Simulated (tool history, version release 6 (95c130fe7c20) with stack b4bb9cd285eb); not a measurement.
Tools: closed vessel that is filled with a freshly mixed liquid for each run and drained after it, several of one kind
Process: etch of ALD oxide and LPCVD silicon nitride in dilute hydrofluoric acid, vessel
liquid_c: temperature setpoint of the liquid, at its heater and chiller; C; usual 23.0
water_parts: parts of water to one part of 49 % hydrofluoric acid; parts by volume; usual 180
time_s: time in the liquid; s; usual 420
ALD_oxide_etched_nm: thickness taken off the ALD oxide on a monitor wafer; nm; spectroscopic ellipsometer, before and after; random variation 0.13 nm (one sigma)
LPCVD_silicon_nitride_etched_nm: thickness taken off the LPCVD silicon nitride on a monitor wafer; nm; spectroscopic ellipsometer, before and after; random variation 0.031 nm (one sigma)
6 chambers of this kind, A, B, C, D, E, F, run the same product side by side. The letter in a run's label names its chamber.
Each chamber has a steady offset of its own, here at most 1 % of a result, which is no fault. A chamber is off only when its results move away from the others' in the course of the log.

run	day	liquid_c	water_parts	time_s	hours since the thermometer was replaced	hours since the hydrofluoric acid flow meter was replaced	read-back film thickness of the ALD oxide reference wafer, read on the same gauge (nm)	read-back film thickness of the LPCVD silicon nitride reference wafer, read on the same gauge (nm)	ALD_oxide_etched_nm	LPCVD_silicon_nitride_etched_nm
1A	0.221	23.0	180	420	1607.9	304.7	89.991	100.040	21.202	1.08870
2C	0.421	23.0	180	420	406.9	1656.0	90.012	99.980	21.404	1.13950
3D	0.629	23.0	180	420	1160.9	467.7	90.003	99.986	21.370	1.11090
4F	0.838	23.0	180	420	36.8	507.8	90.027	99.968	21.434	1.06300
5E	1.012	23.0	180	420	177.6	1012.3	90.011	100.030	21.544	1.04940
# day 1.092: chamber B: hydrofluoric acid flow meter replaced
6B	1.233	23.0	180	420	1460.4	3.5	89.987	100.020	21.378	1.07950
7E	1.446	23.0	180	420	188.0	1022.7	90.002	100.000	21.587	1.11740
# day 1.550: chamber C: hydrofluoric acid flow meter replaced
8F	1.633	23.0	180	420	55.9	526.9	89.968	100.030	21.596	1.06640
9C	1.762	23.0	180	420	439.1	5.1	89.988	99.982	20.943	1.11300
10A	1.896	23.0	180	420	1648.1	344.9	89.988	100.020	21.247	1.10680
11B	2.004	23.0	180	420	1478.9	22.0	89.994	99.990	21.336	1.10430
12D	2.212	23.0	180	420	1198.9	505.7	90.024	100.030	21.361	1.10220
13F	2.421	23.0	180	420	74.8	545.8	89.992	100.030	21.510	1.10560
14A	2.542	23.0	180	420	1663.6	360.4	90.007	100.040	21.200	1.17260
15C	2.688	23.0	180	420	461.3	27.3	90.020	99.936	21.183	1.08630
16B	2.900	23.0	180	420	1500.4	43.5	89.997	100.010	21.491	1.10350
17E	3.046	23.0	180	420	226.4	1061.1	89.992	99.986	21.103	1.07940
18D	3.225	23.0	180	420	1223.2	530.0	90.006	99.983	21.376	1.10480
19D	3.438	23.0	180	420	1228.3	535.1	90.017	100.000	21.081	1.03960
20C	3.575	23.0	180	420	482.6	48.6	89.978	99.987	21.182	1.11290
21B	3.688	23.0	180	420	1519.3	62.4	90.032	100.030	21.398	1.10040
# day 3.838: chamber D: thermometer replaced
22F	3.867	23.0	180	420	109.5	580.5	89.998	99.975	21.436	1.06460
23E	4.062	23.0	180	420	250.8	1085.5	90.014	99.970	20.653	1.03290
24A	4.188	23.0	180	420	1703.1	399.9	90.016	100.020	21.323	1.11210
25F	4.358	24.5	180	420	121.3	592.3	90.006	99.995	22.613	1.16350
26C	4.554	24.5	180	420	506.1	72.1	90.001	100.020	22.474	1.16490
27D	4.662	24.5	180	420	19.8	564.5	90.015	100.050	22.642	1.17860
28E	4.796	24.5	180	420	268.4	1103.1	90.005	99.992	21.736	1.10770
29A	4.942	24.5	180	420	1721.2	418.0	90.006	100.010	22.282	1.21120
30B	5.162	24.5	180	420	1554.7	97.8	90.017	100.030	22.759	1.20420
31F	5.292	23.0	180	420	143.7	614.7	90.011	99.972	21.319	1.11360
32D	5.408	23.0	115	530	37.7	582.4	90.001	99.993	44.896	2.12290
33B	5.625	23.0	115	530	1565.8	108.9	89.990	100.050	44.916	1.98340
34E	5.746	23.0	115	530	291.2	1125.9	89.999	100.020	42.502	1.89350
35A	5.942	23.0	115	530	1745.2	442.0	90.002	100.020	45.882	2.22480
36C	6.138	23.0	115	530	544.1	110.1	89.977	99.982	44.953	2.10670
37A	6.358	23.0	115	530	1755.2	452.0	90.034	100.020	45.313	2.19020
38D	6.538	23.0	180	420	64.8	609.5	89.999	99.970	21.374	1.18500
39B	6.671	23.0	180	420	1590.9	134.0	90.019	99.984	21.568	1.13620
40C	6.871	23.0	180	420	561.7	127.7	90.030	99.984	21.153	1.10760

What goes on in this fleet: one chamber off, a drifting gauge, or nothing beyond the chambers' own small offsets? Name the chamber and the cause, if any.

Chamber E drifts away from the others.
Cause: liquid colder than its thermometer reads (K) = 2.25.

Here are 4 candidates for chamber E's next run, each the usual settings with a change, their results left as question marks. Which one brings its results back in line with what the others give on the usual settings?
In line means no further than this from the other chambers' mean on the usual settings: ALD_oxide_etched_nm 0.450 nm; LPCVD_silicon_nitride_etched_nm 0.11000 nm
41E-1	7.033	21.0	170	390					?	?
41E-2	7.033	26.0	200	480					?	?
41E-3	7.033	20.0	160	365					?	?
41E-4	7.033	25.0	190	450					?	?

The other chambers' mean on the usual settings: ALD_oxide_etched_nm 21.325 nm; LPCVD_silicon_nitride_etched_nm 1.09910 nm
run	ALD_oxide_etched_nm	LPCVD_silicon_nitride_etched_nm
41E-1	18.064	0.82204
41E-2	22.259	1.19930
41E-3	17.419	0.76228
41E-4	21.370	1.10860
41E-4 brings the chamber back in line.
